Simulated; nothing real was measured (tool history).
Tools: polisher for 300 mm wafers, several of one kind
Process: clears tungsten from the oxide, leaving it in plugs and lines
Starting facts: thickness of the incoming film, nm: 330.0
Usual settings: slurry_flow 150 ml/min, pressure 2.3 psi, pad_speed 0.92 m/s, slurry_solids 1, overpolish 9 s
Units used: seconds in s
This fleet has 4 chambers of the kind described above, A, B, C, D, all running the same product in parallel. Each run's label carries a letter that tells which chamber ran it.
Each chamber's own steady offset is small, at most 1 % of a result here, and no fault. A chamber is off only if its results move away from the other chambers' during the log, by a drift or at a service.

run	hour	slurry_flow	pressure	pad_speed	slurry_solids	overpolish	wafers polished on this pad	hours since the slurry nozzle was cleaned	hours since the head pressure was calibrated	hours since the slurry blender was calibrated	hours since the slurry got fresh peroxide	seconds
1D	6.0	150	2.3	0.92	1	9	111	457.6	384.4	383.8	16.0	132.82
2A	11.7	150	2.3	0.92	1	9	704	589.1	776.0	36.6	94.0	134.32
3B	19.8	150	2.3	0.92	1	9	225	81.4	673.6	33.0	125.0	132.36
4C	26.1	150	2.3	0.92	1	9	850	123.5	435.6	41.4	112.0	136.58
# hour 31.0: chamber A: slurry tank refilled with fresh slurry and peroxide
5B	32.8	150	2.3	0.92	1	9	315	94.4	686.6	46.0	138.0	137.59
6C	38.4	150	2.3	0.92	1	9	935	135.8	447.9	53.7	124.3	141.60
7A	43.5	150	2.3	0.92	1	9	924	620.9	807.8	68.4	12.6	140.24
8D	48.9	150	2.3	0.92	1	9	408	500.5	427.3	426.7	58.9	134.98
9B	53.5	150	2.3	0.92	1	9	459	115.1	707.3	66.7	158.7	135.81
# hour 59.4: chamber C: slurry tank refilled with fresh slurry and peroxide
# hour 59.8: chamber D: slurry tank refilled with fresh slurry and peroxide
10A	61.7	150	2.3	0.92	1	9	1050	639.1	826.0	86.6	30.8	136.83
11D	68.6	150	2.3	0.92	1	9	544	520.2	447.0	446.4	8.9	127.52
# hour 69.5: chamber A: slurry nozzle cleaned
12C	74.9	150	2.3	0.92	1	9	1188	172.3	484.4	90.2	15.6	135.50
13B	79.0	150	2.3	0.92	1	9	635	140.6	732.8	92.2	184.2	130.92
14C	82.7	150	2.3	0.92	1	9	1242	180.1	492.2	98.0	23.4	134.87
15D	88.4	150	2.3	0.92	1	9	681	540.0	466.8	466.2	28.7	133.83
16A	94.5	150	2.3	0.92	1	13	1277	25.1	858.8	119.4	63.6	131.60
# hour 97.3: chamber C: slurry blender recalibrated
# hour 99.2: chamber A: worn pad replaced by a new one
17B	100.0	150	2.3	0.92	1	13	780	161.6	753.8	113.2	205.2	139.59
18A	107.3	150	2.3	0.92	1	13	56	37.9	871.6	132.2	76.4	138.37
# hour 110.0: chamber D: slurry blender recalibrated
# hour 113.0: chamber D: worn pad replaced by a new one
19D	114.4	150	2.3	0.92	1	13	10	566.0	492.8	4.5	54.7	135.43
# hour 118.4: chamber C: worn pad replaced by a new one
20C	119.0	150	2.3	0.92	1	9	4	216.4	528.5	21.8	59.7	135.21
21A	127.6	150	2.3	0.92	1	9	197	58.2	891.9	152.5	96.7	139.28
# hour 131.8: chamber A: slurry tank refilled with fresh slurry and peroxide
22D	134.3	150	2.3	0.92	1	9	147	585.9	512.7	24.4	74.6	131.93
# hour 136.9: chamber C: slurry nozzle cleaned
23B	138.1	150	2.3	0.92	1	9	1044	199.7	791.9	151.3	243.3	148.96
# hour 138.2: chamber B: worn pad replaced by a new one
24C	141.9	150	2.3	0.92	1	9	163	5.1	551.4	44.7	82.6	137.75
# hour 149.4: chamber D: slurry tank refilled with fresh slurry and peroxide
25C	150.0	150	2.3	0.92	1	9	219	13.2	559.5	52.8	90.7	132.36
26D	154.1	150	2.3	0.92	1	9	284	605.7	532.5	44.2	4.7	131.22
27A	158.1	150	2.3	0.92	1	9	408	88.7	922.4	183.0	26.3	134.88
# hour 159.7: chamber D: slurry nozzle cleaned
28B	165.8	150	2.3	0.92	1	9	191	227.4	819.6	179.0	271.0	164.20
29A	170.4	185	2.3	0.92	1	9	493	101.0	934.7	195.3	38.6	130.96
30D	174.9	185	2.3	0.92	1	9	428	15.3	553.3	65.0	25.5	131.55

Read the log: is a single chamber off, either drifting away or since a service, is the gauge that measures every chamber drifting, or is nothing wrong beyond small per-chamber offsets? Name any odd chamber and what most likely caused it.

Little by little, chamber B moves away from the other chambers.
Cause: peroxide lost from the slurry, % = 44.

Which of the 4 candidates below, each the usual settings with something changed and its results left as question marks, puts chamber B back in line with what the other chambers give on the usual settings?
Allowed miss from the other chambers' usual-settings mean, per result, to count as in line: seconds 8.40 s
31B-1	181.0	150	2.6	1.04	1.00	9						?
31B-2	181.0	150	2.4	0.96	1.00	9						?
31B-3	181.0	150	1.8	0.92	0.95	9						?
31B-4	181.0	150	2.3	0.84	1.00	9						?

Average result of the remaining chambers running the usual settings: seconds 134.62 s
run	seconds
31B-1	136.19
31B-2	159.90
31B-3	222.45
31B-4	190.76
Change 31B-1 lands the chamber within the allowed miss of the other chambers.
